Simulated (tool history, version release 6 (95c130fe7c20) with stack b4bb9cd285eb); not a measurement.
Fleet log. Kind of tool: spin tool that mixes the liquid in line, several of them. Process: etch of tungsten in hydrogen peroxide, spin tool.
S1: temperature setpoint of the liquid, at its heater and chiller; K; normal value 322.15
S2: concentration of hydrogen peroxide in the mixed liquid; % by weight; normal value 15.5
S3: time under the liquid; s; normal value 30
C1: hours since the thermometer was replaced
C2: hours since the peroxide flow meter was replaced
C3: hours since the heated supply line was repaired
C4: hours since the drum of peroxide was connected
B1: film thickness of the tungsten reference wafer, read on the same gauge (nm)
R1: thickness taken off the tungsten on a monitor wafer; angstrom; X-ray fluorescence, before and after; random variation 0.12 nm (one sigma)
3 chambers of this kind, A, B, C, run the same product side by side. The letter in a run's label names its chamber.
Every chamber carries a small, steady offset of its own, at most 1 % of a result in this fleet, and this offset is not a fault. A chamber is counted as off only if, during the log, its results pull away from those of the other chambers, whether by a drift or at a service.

run,hour,S1,S2,S3,C1,C2,C3,C4,B1,R1
1A,2.9,322.15,15.5,30,1269.1,303.6,1406.5,64.7,99.99,207.65
2B,8.1,322.15,15.5,30,130.3,727,1063.8,267.9,99.991,211.78
3C,12.5,322.15,15.5,30,2201.4,195.8,1219.4,380.5,100.01,211.02
4A,17.5,322.15,15.5,30,1283.7,318.2,1421.1,79.3,99.991,208.16
# hour 19.2: chamber C: thermometer replaced
5B,23.3,322.15,15.5,30,145.5,742.2,1079,283.1,99.992,210.33
6C,28.9,322.15,15.5,30,9.7,212.2,1235.8,396.9,100.02,210.31
7A,33.5,322.15,15.5,30,1299.7,334.2,1437.1,95.3,100,208.1
8B,38.2,322.15,15.5,40,160.4,757.1,1093.9,298,99.989,281.46
9C,43.1,322.15,15.5,40,23.9,226.4,1250,411.1,99.989,277.3
10A,48,322.15,15.5,40,1314.2,348.7,1451.6,109.8,99.992,275.48
11C,52,322.15,15.5,30,32.8,235.3,1258.9,420,100.01,211.3
12B,57.3,322.15,15.5,30,179.5,776.2,1113,317.1,99.994,210.98
13C,63.3,322.15,13.5,15,44.1,246.6,1270.2,431.3,99.988,98.027
14A,66.1,322.15,13.5,15,1332.3,366.8,1469.7,127.9,100,95.913
15B,71.6,322.15,13.5,15,193.8,790.5,1127.3,331.4,99.98,97.928
16B,75.9,322.15,15.5,30,198.1,794.8,1131.6,335.7,100.02,211.64
17C,80.6,322.15,15.5,30,61.4,263.9,1287.5,448.6,100.01,209.98
18A,86.1,322.15,15.5,30,1352.3,386.8,1489.7,147.9,100.01,204.12
19A,90.3,322.15,15.5,30,1356.5,391,1493.9,152.1,99.983,203.08
20C,95.5,322.15,15.5,30,76.3,278.8,1302.4,463.5,99.999,211
21B,99.9,322.15,12,30,222.1,818.8,1155.6,359.7,99.999,186.33
# hour 103.8: chamber C: new drum of peroxide connected
22A,105.8,322.15,12,30,1372,406.5,1509.4,167.6,100,177.56
23B,108.9,322.15,12,30,231.1,827.8,1164.6,368.7,99.989,184.82
24C,113.8,322.15,15.5,30,94.6,297.1,1320.7,10,99.994,207.69
25B,117.3,322.15,15.5,30,239.5,836.2,1173,377.1,100.01,208.6
26A,120.2,326.15,14,30,1386.4,420.9,1523.8,182,100,239.08
27C,123.5,326.15,14,30,104.3,306.8,1330.4,19.7,99.998,252.99
28B,127.1,326.15,14,30,249.3,846,1182.8,386.9,99.982,255.64
29A,131.2,322.15,15.5,30,1397.4,431.9,1534.8,193,100,197.29

Next, all 3 chambers run the settings below, one line each with question marks for the results. What does each chamber give?
30A,135.6,322.15,15.5,20,,,,,,?
30B,135.6,322.15,15.5,20,,,,,,?
30C,135.6,322.15,15.5,20,,,,,,?

run,R1
30A,131.77
30B,139.66
30C,140

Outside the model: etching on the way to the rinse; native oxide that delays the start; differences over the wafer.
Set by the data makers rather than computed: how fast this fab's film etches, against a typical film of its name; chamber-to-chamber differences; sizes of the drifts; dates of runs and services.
